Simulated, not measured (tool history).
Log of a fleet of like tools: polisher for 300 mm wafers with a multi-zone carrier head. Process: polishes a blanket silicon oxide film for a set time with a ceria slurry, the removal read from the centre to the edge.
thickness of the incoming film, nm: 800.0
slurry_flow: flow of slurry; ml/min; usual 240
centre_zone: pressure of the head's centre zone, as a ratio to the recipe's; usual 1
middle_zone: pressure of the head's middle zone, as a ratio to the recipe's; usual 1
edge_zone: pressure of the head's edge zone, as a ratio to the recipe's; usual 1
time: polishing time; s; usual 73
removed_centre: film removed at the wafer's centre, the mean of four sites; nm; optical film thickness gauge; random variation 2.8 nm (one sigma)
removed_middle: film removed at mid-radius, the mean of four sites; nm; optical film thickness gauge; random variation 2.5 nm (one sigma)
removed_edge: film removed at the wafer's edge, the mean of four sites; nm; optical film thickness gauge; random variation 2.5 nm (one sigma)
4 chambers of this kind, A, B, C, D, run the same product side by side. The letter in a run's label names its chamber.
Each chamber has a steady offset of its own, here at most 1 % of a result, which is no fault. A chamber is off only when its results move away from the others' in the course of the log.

At hour 4.1: chamber C: worn pad replaced by a new one.
Run 1A, hour 9: usual settings. Result: removed_centre 244.3 nm, removed_middle 238.08 nm, removed_edge 235.61 nm.
Run 2B, hour 18.1: usual settings. Result: removed_centre 246.23 nm, removed_middle 238.66 nm, removed_edge 241.64 nm.
Run 3D, hour 27.1: usual settings. Result: removed_centre 243.91 nm, removed_middle 244.42 nm, removed_edge 239.54 nm.
Run 4C, hour 37.5: usual settings. Result: removed_centre 246.67 nm, removed_middle 240.76 nm, removed_edge 242.09 nm.
Run 5A, hour 51.7: usual settings. Result: removed_centre 244.23 nm, removed_middle 239.95 nm, removed_edge 242.82 nm.
At hour 55.9: chamber D: worn pad replaced by a new one.
Run 6C, hour 64: usual settings. Result: removed_centre 249.81 nm, removed_middle 241.1 nm, removed_edge 241.21 nm.
Run 7D, hour 70.5: usual settings. Result: removed_centre 243.26 nm, removed_middle 243.54 nm, removed_edge 240.6 nm.
At hour 73.8: chamber A: worn pad replaced by a new one.
Run 8B, hour 83: usual settings. Result: removed_centre 242.52 nm, removed_middle 238.23 nm, removed_edge 241.38 nm.
Run 9A, hour 92.5: usual settings. Result: removed_centre 244.49 nm, removed_middle 244.27 nm, removed_edge 237.97 nm.
Run 10D, hour 106.9: usual settings. Result: removed_centre 245.06 nm, removed_middle 243.91 nm, removed_edge 247.75 nm.
Run 11C, hour 120.9: usual settings. Result: removed_centre 245.31 nm, removed_middle 243.1 nm, removed_edge 241.01 nm.
Run 12B, hour 128.9: usual settings. Result: removed_centre 235.36 nm, removed_middle 238.96 nm, removed_edge 242.12 nm.
At hour 138.5: chamber D: edge zone pressure recalibrated.
Run 13A, hour 143.4: usual settings. Result: removed_centre 242.11 nm, removed_middle 241.96 nm, removed_edge 242.59 nm.
Run 14B, hour 155.6: usual settings. Result: removed_centre 234.76 nm, removed_middle 234.17 nm, removed_edge 233.94 nm.
Run 15C, hour 169.9: usual settings but middle_zone 1.12. Result: removed_centre 247.14 nm, removed_middle 271.17 nm, removed_edge 245.38 nm.
Run 16D, hour 178.9: usual settings but middle_zone 1.12. Result: removed_centre 241.43 nm, removed_middle 272.14 nm, removed_edge 244.53 nm.
At hour 180.1: chamber B: edge zone pressure recalibrated.
Run 17A, hour 192.3: usual settings but middle_zone 1.12. Result: removed_centre 247.06 nm, removed_middle 267.43 nm, removed_edge 242.49 nm.
At hour 193.9: chamber A: centre zone pressure recalibrated.
At hour 200: chamber A: worn pad replaced by a new one.
Run 18D, hour 205.8: usual settings but middle_zone 1.12. Result: removed_centre 245.03 nm, removed_middle 268.45 nm, removed_edge 249.85 nm.
Run 19C, hour 214.6: usual settings. Result: removed_centre 245.1 nm, removed_middle 243.25 nm, removed_edge 241.67 nm.
At hour 220.8: chamber C: worn pad replaced by a new one.
Run 20B, hour 227.6: usual settings. Result: removed_centre 231.64 nm, removed_middle 229.97 nm, removed_edge 230.96 nm.
Run 21C, hour 237.8: usual settings. Result: removed_centre 242.08 nm, removed_middle 239.94 nm, removed_edge 242.37 nm.
Run 22D, hour 250.1: usual settings but middle_zone 0.91. Result: removed_centre 242.17 nm, removed_middle 222.43 nm, removed_edge 247.35 nm.
Run 23A, hour 258.2: usual settings but middle_zone 0.91. Result: removed_centre 244.14 nm, removed_middle 224.4 nm, removed_edge 242.26 nm.
Run 24B, hour 265.8: usual settings but middle_zone 0.91. Result: removed_centre 226.59 nm, removed_middle 209.28 nm, removed_edge 226.27 nm.
Run 25C, hour 277.6: usual settings but middle_zone 0.91. Result: removed_centre 246.34 nm, removed_middle 222.94 nm, removed_edge 243.51 nm.
Run 26A, hour 284.8: usual settings but slurry_flow 265 ml/min, middle_zone 1.1. Result: removed_centre 244.7 nm, removed_middle 266.96 nm, removed_edge 242.54 nm.
Run 27B, hour 298.1: usual settings but slurry_flow 265 ml/min, middle_zone 1.1. Result: removed_centre 226.52 nm, removed_middle 247.64 nm, removed_edge 231.15 nm.

All 4 chambers run these settings next. Forecast each chamber's results:
Run 28A, hour 308.9: usual settings. Result: removed_centre ?, removed_middle ?, removed_edge ?.
Run 28B, hour 308.9: usual settings. Result: removed_centre ?, removed_middle ?, removed_edge ?.
Run 28C, hour 308.9: usual settings. Result: removed_centre ?, removed_middle ?, removed_edge ?.
Run 28D, hour 308.9: usual settings. Result: removed_centre ?, removed_middle ?, removed_edge ?.

run  removed_centre  removed_middle  removed_edge
28A          244.56           244.2        244.05
28B          220.82          229.09        224.49
28C          243.75          243.52        242.76
28D          247.54           238.6         247.5
